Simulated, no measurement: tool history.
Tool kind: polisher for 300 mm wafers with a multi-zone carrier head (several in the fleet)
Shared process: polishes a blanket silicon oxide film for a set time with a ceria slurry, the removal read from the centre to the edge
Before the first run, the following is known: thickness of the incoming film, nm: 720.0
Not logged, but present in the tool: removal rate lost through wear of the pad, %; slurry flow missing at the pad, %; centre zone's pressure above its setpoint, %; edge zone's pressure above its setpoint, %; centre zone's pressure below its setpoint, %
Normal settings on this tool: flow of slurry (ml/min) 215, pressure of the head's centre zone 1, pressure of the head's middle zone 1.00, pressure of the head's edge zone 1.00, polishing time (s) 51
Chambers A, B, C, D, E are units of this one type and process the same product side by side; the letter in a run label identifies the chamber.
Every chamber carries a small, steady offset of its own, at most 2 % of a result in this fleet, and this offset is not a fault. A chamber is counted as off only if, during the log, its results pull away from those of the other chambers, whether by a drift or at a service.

run	hour	flow of slurry (ml/min)	pressure of the head's centre zone	pressure of the head's middle zone	pressure of the head's edge zone	polishing time (s)	wafers polished on this pad	hours since the slurry nozzle was cleaned	hours since the centre zone pressure was calibrated	hours since the edge zone pressure was calibrated	film removed at the wafer's centre (angstrom)	film removed at mid-radius (angstrom)	film removed at the wafer's edge (angstrom)
1E	11.7	215	1	1.00	1.00	51	1059	727.7	12.5	391.6	2886.0	2935.6	2949.1
# hour 21.6: chamber E: worn pad replaced by a new one
2B	23.9	215	1	1.00	1.00	51	496	283.2	310.7	791.9	2919.6	2853.2	2926.6
3D	35.8	215	1	1.00	1.00	51	1158	388.6	43.8	269.8	2918.2	2912.9	2860.4
# hour 38.7: chamber D: worn pad replaced by a new one
4A	41.7	215	1	1.00	1.00	51	792	248.8	261.5	301.6	2929.6	2902.7	2947.3
5C	49.1	215	1	1.00	1.00	51	1654	322.3	1500.2	150.8	2889.8	2914.8	2934.8
6E	57.4	215	1	1.00	1.00	51	567	773.4	58.2	437.3	2875.0	2895.6	2878.7
# hour 62.6: chamber E: slurry nozzle cleaned
# hour 64.3: chamber A: edge zone pressure recalibrated
# hour 67.7: chamber B: worn pad replaced by a new one
7B	68.1	255	1	1.00	1.00	51	7	327.4	354.9	836.1	3019.4	3005.5	2975.8
# hour 71.9: chamber A: worn pad replaced by a new one
# hour 77.3: chamber D: slurry nozzle cleaned
8C	78.6	255	1	1.00	1.00	51	2122	351.8	1529.7	180.3	2951.4	2924.4	2962.1
9A	87.7	255	1	1.00	1.00	51	251	294.8	307.5	23.4	2995.5	2998.3	2960.8
# hour 93.7: chamber E: worn pad replaced by a new one
10D	95.5	255	1	1.00	1.00	51	901	18.2	103.5	329.5	3002.8	2960.9	2919.1
# hour 103.4: chamber A: slurry nozzle cleaned
11D	106.5	255	1	1.00	1.00	51	1075	29.2	114.5	340.5	3000.1	2985.8	2905.1
# hour 113.9: chamber D: worn pad replaced by a new one
# hour 115.7: chamber C: slurry nozzle cleaned
12B	119.0	215	1	1.00	1.00	51	813	378.3	405.8	887.0	2942.2	2932.4	2914.5
# hour 123.5: chamber C: centre zone pressure recalibrated
13E	124.5	215	1	1.11	1.07	51	488	61.9	125.3	504.4	2901.4	3192.7	2994.7
# hour 128.1: chamber E: edge zone pressure recalibrated
# hour 132.3: chamber B: worn pad replaced by a new one
14C	136.8	215	1	1.11	1.07	51	3044	21.1	13.3	238.5	2847.4	3175.5	2952.5
# hour 141.0: chamber A: worn pad replaced by a new one
15A	143.0	215	1	1.11	1.07	51	32	39.6	362.8	78.7	2887.2	3243.7	3037.4
16E	153.2	215	1	1.11	1.07	51	943	90.6	154.0	25.1	2853.4	3135.7	2996.5
17B	164.7	215	1	1.11	1.07	51	514	424.0	451.5	932.7	2917.3	3204.9	2954.9
# hour 171.8: chamber E: worn pad replaced by a new one
18D	177.4	215	1	1.00	1.00	51	1007	100.1	185.4	411.4	2991.9	2893.6	2927.5
19C	183.6	215	1	1.00	1.00	51	3786	67.9	60.1	285.3	2796.8	2805.5	2788.6
20A	189.3	215	1	1.00	1.00	51	766	85.9	409.1	125.0	2953.1	2878.7	2949.9
# hour 194.3: chamber B: worn pad replaced by a new one
21E	199.1	215	1	1.00	1.00	51	432	136.5	199.9	71.0	2863.1	2881.0	2889.9
# hour 210.2: chamber A: worn pad replaced by a new one
22D	211.1	215	1	1.00	1.00	51	1541	133.8	219.1	445.1	2871.3	2892.3	2914.2
# hour 211.9: chamber D: worn pad replaced by a new one
23C	220.4	215	1	1.00	1.00	51	4369	104.7	96.9	322.1	2710.3	2672.6	2745.2
24A	227.3	215	1	1.00	1.00	51	271	123.9	447.1	163.0	2914.8	2927.8	2922.0
# hour 231.2: chamber C: edge zone pressure recalibrated
25B	237.5	215	1	1.00	1.00	51	685	496.8	524.3	1005.5	2912.4	2885.8	2903.1
26D	244.6	215	1	1.00	1.00	51	518	167.3	252.6	478.6	2942.1	2929.4	2898.8
# hour 253.3: chamber B: worn pad replaced by a new one
27C	257.1	215	1	1.00	1.00	51	4950	141.4	133.6	25.9	2690.9	2740.8	2731.5
# hour 259.6: chamber E: worn pad replaced by a new one
28B	264.6	160	1	1.00	0.90	51	179	523.9	551.4	1032.6	2772.5	2818.5	2657.3
# hour 271.9: chamber B: centre zone pressure recalibrated
29E	276.9	160	1	1.00	0.90	51	275	214.3	277.7	148.8	2713.8	2778.5	2658.0
# hour 286.2: chamber A: worn pad replaced by a new one
30A	286.5	160	1	1.00	0.90	51	5	183.1	506.3	222.2	2761.6	2721.7	2674.8
# hour 292.8: chamber D: worn pad replaced by a new one
31C	296.7	160	1	1.00	0.90	51	5578	181.0	173.2	65.5	2517.9	2524.2	2425.1
32B	306.5	160	1	1.00	0.90	51	843	565.8	34.6	1074.5	2768.3	2791.5	2674.8
33D	319.1	215	1	1.00	1.00	51	418	241.8	327.1	553.1	2941.5	2898.8	2913.4
34A	326.3	215	1	1.00	1.00	51	636	222.9	546.1	262.0	2925.2	2868.5	2909.0
35E	332.8	215	1	1.00	1.00	51	1161	270.2	333.6	204.7	2856.2	2894.7	2887.4

Does one chamber stand apart from the rest, does the shared gauge drift, or is all well apart from small per-chamber offsets? Give the chamber and the most likely cause, where there is one.

It is chamber C that slowly wanders off from its peers.
Most likely cause: removal rate lost through wear of the pad, % = 10.6.

Here are 4 candidates for chamber C's next run, each the usual settings with a change, their results left as question marks. Which one brings its results back in line with what the others give on the usual settings?
In line here means within this much of the mean the other chambers give on the usual settings: film removed at the wafer's centre (angstrom) 85.0; film removed at mid-radius (angstrom) 110.0; film removed at the wafer's edge (angstrom) 71.0
36C-1	341.9	210	0.99	1.00	1.00	46					?	?	?
36C-2	341.9	220	1.01	1.01	1.01	64					?	?	?
36C-3	341.9	210	0.99	1.00	1.00	40					?	?	?
36C-4	341.9	220	1.00	1.00	1.01	57					?	?	?

Usual-settings mean across the other chambers: film removed at the wafer's centre (angstrom) 2912.9; film removed at mid-radius (angstrom) 2906.6; film removed at the wafer's edge (angstrom) 2909.9
run	film removed at the wafer's centre (angstrom)	film removed at mid-radius (angstrom)	film removed at the wafer's edge (angstrom)
36C-1	2296.8	2339.9	2347.6
36C-2	3288.5	3305.1	3298.1
36C-3	1997.2	2034.7	2041.4
36C-4	2897.2	2917.4	2937.8
36C-4 puts the chamber back in line with the other chambers.
